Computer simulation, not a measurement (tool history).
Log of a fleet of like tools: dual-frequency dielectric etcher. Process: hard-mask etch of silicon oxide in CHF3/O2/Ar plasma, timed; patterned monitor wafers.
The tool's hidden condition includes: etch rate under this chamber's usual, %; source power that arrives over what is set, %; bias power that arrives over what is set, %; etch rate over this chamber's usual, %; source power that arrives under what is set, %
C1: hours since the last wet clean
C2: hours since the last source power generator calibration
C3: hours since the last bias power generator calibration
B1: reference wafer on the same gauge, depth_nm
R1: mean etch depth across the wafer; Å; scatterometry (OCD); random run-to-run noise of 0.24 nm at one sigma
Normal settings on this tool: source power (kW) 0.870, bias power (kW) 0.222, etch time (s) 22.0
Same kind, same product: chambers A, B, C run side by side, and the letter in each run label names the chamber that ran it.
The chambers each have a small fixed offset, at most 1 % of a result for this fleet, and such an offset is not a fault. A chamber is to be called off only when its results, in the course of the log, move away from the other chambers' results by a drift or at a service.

run 1C hour=11.1 | source_power_(kW)=0.870 bias_power_(kW)=0.222 etch_time_(s)=22.0 | C1=266.3 C2=1611.7 C3=2130.3 | B1=55.989 | R1=535.64
run 2B hour=21.4 | source_power_(kW)=0.870 bias_power_(kW)=0.222 etch_time_(s)=22.0 | C1=42.6 C2=748.3 C3=3607.1 | B1=56.012 | R1=540.91
run 3A hour=27.9 | source_power_(kW)=0.870 bias_power_(kW)=0.222 etch_time_(s)=22.0 | C1=265.8 C2=1295.9 C3=1449.7 | B1=55.945 | R1=540.32
run 4C hour=38.1 | source_power_(kW)=0.870 bias_power_(kW)=0.222 etch_time_(s)=22.0 | C1=293.3 C2=1638.7 C3=2157.3 | B1=56.033 | R1=532.44
run 5A hour=48.0 | source_power_(kW)=0.870 bias_power_(kW)=0.222 etch_time_(s)=22.0 | C1=285.9 C2=1316.0 C3=1469.8 | B1=56.002 | R1=542.52
run 6B hour=54.4 | source_power_(kW)=0.870 bias_power_(kW)=0.271 etch_time_(s)=22.0 | C1=75.6 C2=781.3 C3=3640.1 | B1=55.987 | R1=580.57
run 7B hour=63.6 | source_power_(kW)=0.870 bias_power_(kW)=0.271 etch_time_(s)=22.0 | C1=84.8 C2=790.5 C3=3649.3 | B1=56.026 | R1=579.17
run 8C hour=70.1 | source_power_(kW)=0.870 bias_power_(kW)=0.271 etch_time_(s)=22.0 | C1=325.3 C2=1670.7 C3=2189.3 | B1=56.004 | R1=574.66
run 9A hour=77.2 | source_power_(kW)=0.870 bias_power_(kW)=0.222 etch_time_(s)=22.0 | C1=315.1 C2=1345.2 C3=1499.0 | B1=55.984 | R1=538.43
run 10A hour=87.0 | source_power_(kW)=0.870 bias_power_(kW)=0.222 etch_time_(s)=22.0 | C1=324.9 C2=1355.0 C3=1508.8 | B1=56.001 | R1=545.00
run 11C hour=93.8 | source_power_(kW)=0.870 bias_power_(kW)=0.222 etch_time_(s)=22.0 | C1=349.0 C2=1694.4 C3=2213.0 | B1=56.000 | R1=538.22
-- hour=100.6 chamber B: bias power generator calibrated
run 12B hour=104.3 | source_power_(kW)=0.870 bias_power_(kW)=0.222 etch_time_(s)=22.0 | C1=125.5 C2=831.2 C3=3.8 | B1=56.042 | R1=538.12
run 13B hour=112.2 | source_power_(kW)=0.870 bias_power_(kW)=0.222 etch_time_(s)=16.5 | C1=133.4 C2=839.1 C3=11.7 | B1=55.940 | R1=402.48
run 14C hour=121.7 | source_power_(kW)=0.870 bias_power_(kW)=0.222 etch_time_(s)=16.5 | C1=376.9 C2=1722.3 C3=2240.9 | B1=55.994 | R1=402.28
run 15A hour=132.2 | source_power_(kW)=0.870 bias_power_(kW)=0.222 etch_time_(s)=16.5 | C1=370.1 C2=1400.2 C3=1554.0 | B1=55.995 | R1=405.42
run 16A hour=138.5 | source_power_(kW)=0.870 bias_power_(kW)=0.222 etch_time_(s)=22.0 | C1=376.4 C2=1406.5 C3=1560.3 | B1=55.996 | R1=538.44
-- hour=141.0 chamber C: bias power generator calibrated
run 17B hour=147.8 | source_power_(kW)=0.870 bias_power_(kW)=0.222 etch_time_(s)=22.0 | C1=169.0 C2=874.7 C3=47.3 | B1=55.948 | R1=536.21
run 18C hour=158.7 | source_power_(kW)=1.000 bias_power_(kW)=0.222 etch_time_(s)=24.5 | C1=413.9 C2=1759.3 C3=17.7 | B1=55.969 | R1=624.77
run 19C hour=166.0 | source_power_(kW)=1.000 bias_power_(kW)=0.222 etch_time_(s)=24.5 | C1=421.2 C2=1766.6 C3=25.0 | B1=56.044 | R1=627.29
-- hour=166.2 chamber A: wet clean of the chamber
-- hour=169.2 chamber C: wet clean of the chamber
run 20B hour=172.8 | source_power_(kW)=1.000 bias_power_(kW)=0.222 etch_time_(s)=24.5 | C1=194.0 C2=899.7 C3=72.3 | B1=55.999 | R1=633.32
run 21A hour=180.6 | source_power_(kW)=0.870 bias_power_(kW)=0.222 etch_time_(s)=22.0 | C1=14.5 C2=1448.6 C3=1602.4 | B1=56.050 | R1=517.86
run 22A hour=188.4 | source_power_(kW)=0.870 bias_power_(kW)=0.222 etch_time_(s)=22.0 | C1=22.3 C2=1456.4 C3=1610.2 | B1=55.924 | R1=519.89
run 23B hour=200.7 | source_power_(kW)=0.870 bias_power_(kW)=0.222 etch_time_(s)=22.0 | C1=221.9 C2=927.6 C3=100.2 | B1=56.025 | R1=544.03
run 24C hour=212.0 | source_power_(kW)=0.870 bias_power_(kW)=0.222 etch_time_(s)=22.0 | C1=42.8 C2=1812.6 C3=71.0 | B1=55.995 | R1=531.38
run 25C hour=223.8 | source_power_(kW)=0.870 bias_power_(kW)=0.222 etch_time_(s)=22.0 | C1=54.6 C2=1824.4 C3=82.8 | B1=55.966 | R1=531.57
run 26B hour=232.3 | source_power_(kW)=0.870 bias_power_(kW)=0.222 etch_time_(s)=22.0 | C1=253.5 C2=959.2 C3=131.8 | B1=55.952 | R1=536.69
run 27A hour=244.5 | source_power_(kW)=0.870 bias_power_(kW)=0.222 etch_time_(s)=22.0 | C1=78.4 C2=1512.5 C3=1666.3 | B1=56.038 | R1=519.00
run 28B hour=256.1 | source_power_(kW)=0.870 bias_power_(kW)=0.222 etch_time_(s)=22.0 | C1=277.3 C2=983.0 C3=155.6 | B1=55.981 | R1=541.01
run 29C hour=267.7 | source_power_(kW)=0.870 bias_power_(kW)=0.255 etch_time_(s)=22.0 | C1=98.5 C2=1868.3 C3=126.7 | B1=56.001 | R1=556.71
run 30A hour=276.0 | source_power_(kW)=0.870 bias_power_(kW)=0.255 etch_time_(s)=22.0 | C1=109.9 C2=1544.0 C3=1697.8 | B1=55.964 | R1=546.46
run 31A hour=288.2 | source_power_(kW)=0.870 bias_power_(kW)=0.255 etch_time_(s)=22.0 | C1=122.1 C2=1556.2 C3=1710.0 | B1=55.944 | R1=543.20
run 32B hour=300.5 | source_power_(kW)=0.870 bias_power_(kW)=0.222 etch_time_(s)=22.0 | C1=321.7 C2=1027.4 C3=200.0 | B1=56.003 | R1=536.26
run 33C hour=308.6 | source_power_(kW)=0.870 bias_power_(kW)=0.222 etch_time_(s)=22.0 | C1=139.4 C2=1909.2 C3=167.6 | B1=55.944 | R1=533.41
run 34B hour=317.5 | source_power_(kW)=0.870 bias_power_(kW)=0.222 etch_time_(s)=22.0 | C1=338.7 C2=1044.4 C3=217.0 | B1=55.985 | R1=537.16
run 35A hour=323.9 | source_power_(kW)=0.770 bias_power_(kW)=0.222 etch_time_(s)=22.0 | C1=157.8 C2=1591.9 C3=1745.7 | B1=56.001 | R1=495.07
run 36C hour=329.9 | source_power_(kW)=0.770 bias_power_(kW)=0.222 etch_time_(s)=22.0 | C1=160.7 C2=1930.5 C3=188.9 | B1=55.955 | R1=510.83

All 3 chambers run these settings next. Forecast each chamber's results:
run 37A hour=339.0 | source_power_(kW)=0.870 bias_power_(kW)=0.222 etch_time_(s)=22.0 | R1=?
run 37B hour=339.0 | source_power_(kW)=0.870 bias_power_(kW)=0.222 etch_time_(s)=22.0 | R1=?
run 37C hour=339.0 | source_power_(kW)=0.870 bias_power_(kW)=0.222 etch_time_(s)=22.0 | R1=?

run=37A R1=523.70
run=37B R1=538.51
run=37C R1=532.34

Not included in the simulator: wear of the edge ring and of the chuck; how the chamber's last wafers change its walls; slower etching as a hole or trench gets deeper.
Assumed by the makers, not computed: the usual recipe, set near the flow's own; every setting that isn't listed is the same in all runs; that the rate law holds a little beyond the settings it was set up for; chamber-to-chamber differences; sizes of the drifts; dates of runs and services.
